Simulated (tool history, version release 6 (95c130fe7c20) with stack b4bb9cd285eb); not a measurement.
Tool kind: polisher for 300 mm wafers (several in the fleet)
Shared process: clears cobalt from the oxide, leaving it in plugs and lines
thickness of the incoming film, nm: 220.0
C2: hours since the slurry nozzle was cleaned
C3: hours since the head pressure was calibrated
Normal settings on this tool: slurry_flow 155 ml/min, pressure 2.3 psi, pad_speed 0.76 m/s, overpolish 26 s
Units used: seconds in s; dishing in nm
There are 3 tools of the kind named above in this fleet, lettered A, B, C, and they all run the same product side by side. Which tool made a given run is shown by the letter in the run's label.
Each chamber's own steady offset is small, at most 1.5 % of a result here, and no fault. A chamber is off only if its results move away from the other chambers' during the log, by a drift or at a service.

{"run": "1C", "hour": 6.4, "slurry_flow": 155, "pressure": 2.3, "pad_speed": 0.76, "overpolish": 26, "wafers polished on this pad": 1178, "C2": 323.6, "C3": 431.3, "seconds": 53.51, "dishing": 51.271}
{"hour": 12.7, "done": "chamber C: worn pad replaced by a new one"}
{"run": "2A", "hour": 13.1, "slurry_flow": 155, "pressure": 2.3, "pad_speed": 0.76, "overpolish": 26, "wafers polished on this pad": 1143, "C2": 142.5, "C3": 92.2, "seconds": 52.282, "dishing": 51.912}
{"run": "3B", "hour": 19.5, "slurry_flow": 155, "pressure": 2.3, "pad_speed": 0.76, "overpolish": 26, "wafers polished on this pad": 336, "C2": 303.9, "C3": 46.4, "seconds": 53.653, "dishing": 52.482}
{"hour": 26.0, "done": "chamber C: slurry nozzle cleaned"}
{"run": "4A", "hour": 29.1, "slurry_flow": 155, "pressure": 2.3, "pad_speed": 0.76, "overpolish": 26, "wafers polished on this pad": 1250, "C2": 158.5, "C3": 108.2, "seconds": 53.464, "dishing": 51.687}
{"run": "5C", "hour": 37.8, "slurry_flow": 100, "pressure": 1.6, "pad_speed": 0.76, "overpolish": 26, "wafers polished on this pad": 168, "C2": 11.9, "C3": 462.7, "seconds": 85.029, "dishing": 42.558}
{"run": "6B", "hour": 46.9, "slurry_flow": 100, "pressure": 1.6, "pad_speed": 0.76, "overpolish": 26, "wafers polished on this pad": 520, "C2": 331.3, "C3": 73.8, "seconds": 84.242, "dishing": 42.532}
{"run": "7C", "hour": 53.1, "slurry_flow": 100, "pressure": 1.6, "pad_speed": 0.76, "overpolish": 26, "wafers polished on this pad": 270, "C2": 27.2, "C3": 478, "seconds": 85.333, "dishing": 40.878}
{"hour": 60.9, "done": "chamber A: worn pad replaced by a new one"}
{"run": "8A", "hour": 62.6, "slurry_flow": 155, "pressure": 2.3, "pad_speed": 0.76, "overpolish": 26, "wafers polished on this pad": 11, "C2": 192, "C3": 141.7, "seconds": 54.279, "dishing": 52.665}
{"run": "9B", "hour": 67.2, "slurry_flow": 155, "pressure": 2.3, "pad_speed": 0.76, "overpolish": 26, "wafers polished on this pad": 655, "C2": 351.6, "C3": 94.1, "seconds": 52.556, "dishing": 51.613}
{"run": "10B", "hour": 76.3, "slurry_flow": 155, "pressure": 2.3, "pad_speed": 0.76, "overpolish": 26, "wafers polished on this pad": 716, "C2": 360.7, "C3": 103.2, "seconds": 54.148, "dishing": 51.913}
{"run": "11C", "hour": 86.0, "slurry_flow": 155, "pressure": 2.3, "pad_speed": 0.76, "overpolish": 26, "wafers polished on this pad": 490, "C2": 60.1, "C3": 510.9, "seconds": 53.713, "dishing": 52.545}
{"run": "12A", "hour": 93.9, "slurry_flow": 155, "pressure": 2.3, "pad_speed": 0.76, "overpolish": 26, "wafers polished on this pad": 221, "C2": 223.3, "C3": 173, "seconds": 54.754, "dishing": 52.456}
{"hour": 100.3, "done": "chamber B: worn pad replaced by a new one"}
{"run": "13C", "hour": 102.4, "slurry_flow": 155, "pressure": 2.3, "pad_speed": 0.76, "overpolish": 26, "wafers polished on this pad": 600, "C2": 76.5, "C3": 527.3, "seconds": 53.902, "dishing": 52.31}
{"run": "14A", "hour": 111.0, "slurry_flow": 155, "pressure": 2.3, "pad_speed": 0.76, "overpolish": 26, "wafers polished on this pad": 335, "C2": 240.4, "C3": 190.1, "seconds": 53.248, "dishing": 52.9}
{"run": "15B", "hour": 118.6, "slurry_flow": 155, "pressure": 2.3, "pad_speed": 0.76, "overpolish": 26, "wafers polished on this pad": 122, "C2": 403, "C3": 145.5, "seconds": 53.2, "dishing": 53.016}
{"run": "16B", "hour": 123.7, "slurry_flow": 155, "pressure": 2.3, "pad_speed": 0.76, "overpolish": 26, "wafers polished on this pad": 156, "C2": 408.1, "C3": 150.6, "seconds": 54.477, "dishing": 52.519}
{"run": "17C", "hour": 130.9, "slurry_flow": 155, "pressure": 2.3, "pad_speed": 0.76, "overpolish": 26, "wafers polished on this pad": 790, "C2": 105, "C3": 555.8, "seconds": 52.557, "dishing": 51.885}
{"run": "18A", "hour": 139.3, "slurry_flow": 125, "pressure": 2.3, "pad_speed": 0.76, "overpolish": 26, "wafers polished on this pad": 524, "C2": 268.7, "C3": 218.4, "seconds": 56.412, "dishing": 49.868}
{"run": "19C", "hour": 146.6, "slurry_flow": 125, "pressure": 2.3, "pad_speed": 0.76, "overpolish": 26, "wafers polished on this pad": 895, "C2": 120.7, "C3": 571.5, "seconds": 55.069, "dishing": 49.408}
{"run": "20B", "hour": 151.9, "slurry_flow": 125, "pressure": 2.3, "pad_speed": 0.76, "overpolish": 26, "wafers polished on this pad": 344, "C2": 436.3, "C3": 178.8, "seconds": 54.753, "dishing": 51.345}
{"run": "21A", "hour": 160.8, "slurry_flow": 155, "pressure": 2.3, "pad_speed": 0.76, "overpolish": 26, "wafers polished on this pad": 668, "C2": 290.2, "C3": 239.9, "seconds": 52.742, "dishing": 51.727}
{"run": "22C", "hour": 169.0, "slurry_flow": 155, "pressure": 2.3, "pad_speed": 0.76, "overpolish": 26, "wafers polished on this pad": 1045, "C2": 143.1, "C3": 593.9, "seconds": 53.01, "dishing": 51.744}
{"run": "23A", "hour": 175.9, "slurry_flow": 155, "pressure": 2.3, "pad_speed": 0.76, "overpolish": 26, "wafers polished on this pad": 769, "C2": 305.3, "C3": 255, "seconds": 52.864, "dishing": 52.424}
{"hour": 177.8, "done": "chamber A: head pressure recalibrated"}
{"hour": 178.4, "done": "chamber C: worn pad replaced by a new one"}
{"run": "24B", "hour": 182.8, "slurry_flow": 135, "pressure": 1.8, "pad_speed": 0.76, "overpolish": 26, "wafers polished on this pad": 551, "C2": 467.2, "C3": 209.7, "seconds": 69.746, "dishing": 45.412}
{"run": "25B", "hour": 187.2, "slurry_flow": 135, "pressure": 1.8, "pad_speed": 0.76, "overpolish": 26, "wafers polished on this pad": 580, "C2": 471.6, "C3": 214.1, "seconds": 69.696, "dishing": 46.373}
{"run": "26C", "hour": 195.9, "slurry_flow": 135, "pressure": 1.8, "pad_speed": 0.76, "overpolish": 26, "wafers polished on this pad": 117, "C2": 170, "C3": 620.8, "seconds": 71.405, "dishing": 46.217}
{"run": "27A", "hour": 201.4, "slurry_flow": 155, "pressure": 2.3, "pad_speed": 0.76, "overpolish": 26, "wafers polished on this pad": 939, "C2": 330.8, "C3": 23.7, "seconds": 59.738, "dishing": 50.909}
{"run": "28B", "hour": 209.1, "slurry_flow": 155, "pressure": 2.3, "pad_speed": 0.76, "overpolish": 26, "wafers polished on this pad": 727, "C2": 493.5, "C3": 236, "seconds": 53.338, "dishing": 51.617}
{"hour": 209.9, "done": "chamber B: worn pad replaced by a new one"}
{"run": "29C", "hour": 214.2, "slurry_flow": 155, "pressure": 2.3, "pad_speed": 0.76, "overpolish": 26, "wafers polished on this pad": 239, "C2": 188.3, "C3": 639.1, "seconds": 54.42, "dishing": 52.5}
{"run": "30A", "hour": 222.9, "slurry_flow": 185, "pressure": 1.8, "pad_speed": 0.76, "overpolish": 26, "wafers polished on this pad": 1083, "C2": 352.3, "C3": 45.2, "seconds": 74.958, "dishing": 44.276}
{"run": "31A", "hour": 232.5, "slurry_flow": 185, "pressure": 1.8, "pad_speed": 0.76, "overpolish": 26, "wafers polished on this pad": 1147, "C2": 361.9, "C3": 54.8, "seconds": 75.444, "dishing": 45.434}
{"run": "32B", "hour": 237.9, "slurry_flow": 185, "pressure": 1.8, "pad_speed": 0.76, "overpolish": 26, "wafers polished on this pad": 187, "C2": 522.3, "C3": 264.8, "seconds": 64.64, "dishing": 46.762}
{"run": "33C", "hour": 244.1, "slurry_flow": 155, "pressure": 2.3, "pad_speed": 0.76, "overpolish": 26, "wafers polished on this pad": 439, "C2": 218.2, "C3": 669, "seconds": 54.873, "dishing": 52.126}
{"run": "34C", "hour": 253.2, "slurry_flow": 195, "pressure": 2.3, "pad_speed": 0.76, "overpolish": 26, "wafers polished on this pad": 500, "C2": 227.3, "C3": 678.1, "seconds": 52.853, "dishing": 54.382}
{"run": "35A", "hour": 262.3, "slurry_flow": 195, "pressure": 2.3, "pad_speed": 0.76, "overpolish": 26, "wafers polished on this pad": 1346, "C2": 391.7, "C3": 84.6, "seconds": 58.545, "dishing": 50.485}
{"hour": 264.0, "done": "chamber B: slurry nozzle cleaned"}
{"hour": 265.3, "done": "chamber A: worn pad replaced by a new one"}
{"run": "36B", "hour": 270.0, "slurry_flow": 195, "pressure": 2.3, "pad_speed": 0.76, "overpolish": 26, "wafers polished on this pad": 401, "C2": 6.1, "C3": 296.9, "seconds": 51.782, "dishing": 53.222}
{"run": "37C", "hour": 279.1, "slurry_flow": 155, "pressure": 2.3, "pad_speed": 0.76, "overpolish": 26, "wafers polished on this pad": 673, "C2": 253.2, "C3": 704, "seconds": 54.532, "dishing": 52}
{"run": "38B", "hour": 285.4, "slurry_flow": 155, "pressure": 2.3, "pad_speed": 0.76, "overpolish": 26, "wafers polished on this pad": 504, "C2": 21.5, "C3": 312.3, "seconds": 54.665, "dishing": 52.444}
{"run": "39A", "hour": 292.9, "slurry_flow": 155, "pressure": 2.3, "pad_speed": 0.76, "overpolish": 26, "wafers polished on this pad": 185, "C2": 422.3, "C3": 115.2, "seconds": 61.29, "dishing": 49.529}
{"run": "40B", "hour": 297.6, "slurry_flow": 155, "pressure": 2.3, "pad_speed": 0.76, "overpolish": 39, "wafers polished on this pad": 586, "C2": 33.7, "C3": 324.5, "seconds": 52.27, "dishing": 59.569}
{"run": "41C", "hour": 306.6, "slurry_flow": 155, "pressure": 2.3, "pad_speed": 0.76, "overpolish": 39, "wafers polished on this pad": 857, "C2": 280.7, "C3": 731.5, "seconds": 53.687, "dishing": 59.464}

All 3 chambers run these settings next. Forecast each chamber's results:
{"run": "42A", "hour": 313.6, "slurry_flow": 155, "pressure": 2, "pad_speed": 0.76, "overpolish": 26, "seconds": "?", "dishing": "?"}
{"run": "42B", "hour": 313.6, "slurry_flow": 155, "pressure": 2, "pad_speed": 0.76, "overpolish": 26, "seconds": "?", "dishing": "?"}
{"run": "42C", "hour": 313.6, "slurry_flow": 155, "pressure": 2, "pad_speed": 0.76, "overpolish": 26, "seconds": "?", "dishing": "?"}

run=42A seconds=69.995 dishing=46.584
run=42B seconds=61.879 dishing=49.801
run=42C seconds=60.892 dishing=49.302
